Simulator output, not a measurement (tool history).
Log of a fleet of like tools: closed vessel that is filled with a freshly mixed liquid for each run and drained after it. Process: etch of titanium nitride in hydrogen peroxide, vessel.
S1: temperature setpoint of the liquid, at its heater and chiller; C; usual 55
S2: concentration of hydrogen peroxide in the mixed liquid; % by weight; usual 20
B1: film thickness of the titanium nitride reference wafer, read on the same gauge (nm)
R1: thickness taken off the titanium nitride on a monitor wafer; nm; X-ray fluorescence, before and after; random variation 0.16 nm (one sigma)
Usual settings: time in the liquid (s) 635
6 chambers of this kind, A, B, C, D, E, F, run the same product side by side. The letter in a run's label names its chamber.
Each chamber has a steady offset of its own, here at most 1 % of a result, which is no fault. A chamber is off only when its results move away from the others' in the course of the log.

{"run": "1D", "hour": 3.4, "S1": 55, "S2": 20, "time in the liquid (s)": 635, "B1": 100.02, "R1": 22.677}
{"run": "2F", "hour": 6.6, "S1": 55, "S2": 20, "time in the liquid (s)": 635, "B1": 100.03, "R1": 22.491}
{"run": "3C", "hour": 13.0, "S1": 55, "S2": 20, "time in the liquid (s)": 635, "B1": 99.966, "R1": 22.314}
{"run": "4A", "hour": 16.2, "S1": 55, "S2": 20, "time in the liquid (s)": 635, "B1": 99.97, "R1": 22.528}
{"run": "5B", "hour": 19.5, "S1": 55, "S2": 20, "time in the liquid (s)": 635, "B1": 100.08, "R1": 22.74}
{"run": "6E", "hour": 24.0, "S1": 55, "S2": 20, "time in the liquid (s)": 635, "B1": 100.01, "R1": 22.505}
{"run": "7C", "hour": 30.7, "S1": 55, "S2": 20, "time in the liquid (s)": 635, "B1": 100.02, "R1": 22.445}
{"run": "8E", "hour": 37.0, "S1": 55, "S2": 20, "time in the liquid (s)": 635, "B1": 100.03, "R1": 22.543}
{"run": "9F", "hour": 41.6, "S1": 55, "S2": 20, "time in the liquid (s)": 635, "B1": 99.953, "R1": 22.363}
{"run": "10A", "hour": 45.9, "S1": 55, "S2": 20, "time in the liquid (s)": 635, "B1": 100.01, "R1": 22.665}
{"run": "11B", "hour": 49.1, "S1": 60, "S2": 25, "time in the liquid (s)": 635, "B1": 100.01, "R1": 33.104}
{"run": "12D", "hour": 54.7, "S1": 60, "S2": 25, "time in the liquid (s)": 635, "B1": 99.983, "R1": 33.68}
{"run": "13C", "hour": 60.4, "S1": 60, "S2": 25, "time in the liquid (s)": 635, "B1": 100.03, "R1": 33.058}
{"run": "14D", "hour": 65.8, "S1": 60, "S2": 25, "time in the liquid (s)": 635, "B1": 99.977, "R1": 33.564}
{"run": "15A", "hour": 71.5, "S1": 60, "S2": 25, "time in the liquid (s)": 635, "B1": 100.01, "R1": 33.104}
{"run": "16F", "hour": 76.2, "S1": 60, "S2": 25, "time in the liquid (s)": 635, "B1": 99.972, "R1": 32.909}
{"run": "17E", "hour": 79.3, "S1": 55, "S2": 20, "time in the liquid (s)": 635, "B1": 100.03, "R1": 22.589}
{"run": "18B", "hour": 85.2, "S1": 55, "S2": 20, "time in the liquid (s)": 635, "B1": 100.04, "R1": 22.527}
{"run": "19F", "hour": 89.7, "S1": 55, "S2": 20, "time in the liquid (s)": 635, "B1": 100, "R1": 22.121}
{"run": "20E", "hour": 96.4, "S1": 55, "S2": 20, "time in the liquid (s)": 635, "B1": 100, "R1": 22.662}
{"run": "21D", "hour": 100.6, "S1": 55, "S2": 20, "time in the liquid (s)": 635, "B1": 100.02, "R1": 22.687}
{"run": "22A", "hour": 106.7, "S1": 47, "S2": 22, "time in the liquid (s)": 635, "B1": 100.03, "R1": 12.905}
{"run": "23C", "hour": 113.6, "S1": 47, "S2": 22, "time in the liquid (s)": 635, "B1": 100.01, "R1": 12.952}
{"run": "24B", "hour": 118.2, "S1": 47, "S2": 22, "time in the liquid (s)": 635, "B1": 99.984, "R1": 12.922}
{"run": "25C", "hour": 121.6, "S1": 47, "S2": 22, "time in the liquid (s)": 635, "B1": 100.02, "R1": 12.984}
{"run": "26D", "hour": 126.4, "S1": 47, "S2": 22, "time in the liquid (s)": 635, "B1": 100, "R1": 12.862}
{"hour": 126.7, "done": "chamber B: new drum of peroxide connected"}
{"run": "27F", "hour": 131.3, "S1": 47, "S2": 22, "time in the liquid (s)": 635, "B1": 100.08, "R1": 12.334}
{"run": "28A", "hour": 138.0, "S1": 55, "S2": 20, "time in the liquid (s)": 635, "B1": 99.997, "R1": 22.478}
{"run": "29E", "hour": 143.8, "S1": 55, "S2": 20, "time in the liquid (s)": 635, "B1": 100.02, "R1": 22.602}
{"run": "30B", "hour": 148.4, "S1": 55, "S2": 20, "time in the liquid (s)": 635, "B1": 99.992, "R1": 22.744}
{"run": "31F", "hour": 151.9, "S1": 55, "S2": 20, "time in the liquid (s)": 635, "B1": 99.974, "R1": 21.022}
{"run": "32B", "hour": 157.9, "S1": 55, "S2": 20, "time in the liquid (s)": 635, "B1": 99.976, "R1": 22.749}
{"hour": 159.8, "done": "chamber A: peroxide flow meter replaced"}
{"run": "33A", "hour": 161.4, "S1": 48, "S2": 20, "time in the liquid (s)": 395, "B1": 100.02, "R1": 8.5899}
{"run": "34C", "hour": 165.3, "S1": 48, "S2": 20, "time in the liquid (s)": 395, "B1": 99.997, "R1": 8.5121}
{"run": "35E", "hour": 171.1, "S1": 48, "S2": 20, "time in the liquid (s)": 395, "B1": 99.998, "R1": 8.5595}
{"hour": 171.8, "done": "chamber D: new drum of peroxide connected"}
{"run": "36D", "hour": 177.7, "S1": 48, "S2": 20, "time in the liquid (s)": 395, "B1": 99.999, "R1": 8.5605}
{"run": "37C", "hour": 182.6, "S1": 48, "S2": 20, "time in the liquid (s)": 395, "B1": 99.988, "R1": 8.4754}
{"run": "38B", "hour": 188.6, "S1": 48, "S2": 20, "time in the liquid (s)": 395, "B1": 100.01, "R1": 8.3624}
{"run": "39F", "hour": 191.8, "S1": 55, "S2": 20, "time in the liquid (s)": 635, "B1": 100.03, "R1": 20.533}

All 6 chambers run these settings next. Forecast each chamber's results:
{"run": "40A", "hour": 196.7, "S1": 55, "S2": 15.5, "time in the liquid (s)": 635, "R1": "?"}
{"run": "40B", "hour": 196.7, "S1": 55, "S2": 15.5, "time in the liquid (s)": 635, "R1": "?"}
{"run": "40C", "hour": 196.7, "S1": 55, "S2": 15.5, "time in the liquid (s)": 635, "R1": "?"}
{"run": "40D", "hour": 196.7, "S1": 55, "S2": 15.5, "time in the liquid (s)": 635, "R1": "?"}
{"run": "40E", "hour": 196.7, "S1": 55, "S2": 15.5, "time in the liquid (s)": 635, "R1": "?"}
{"run": "40F", "hour": 196.7, "S1": 55, "S2": 15.5, "time in the liquid (s)": 635, "R1": "?"}

run=40A R1=21.333
run=40B R1=20.994
run=40C R1=21.225
run=40D R1=21.498
run=40E R1=21.449
run=40F R1=19.506
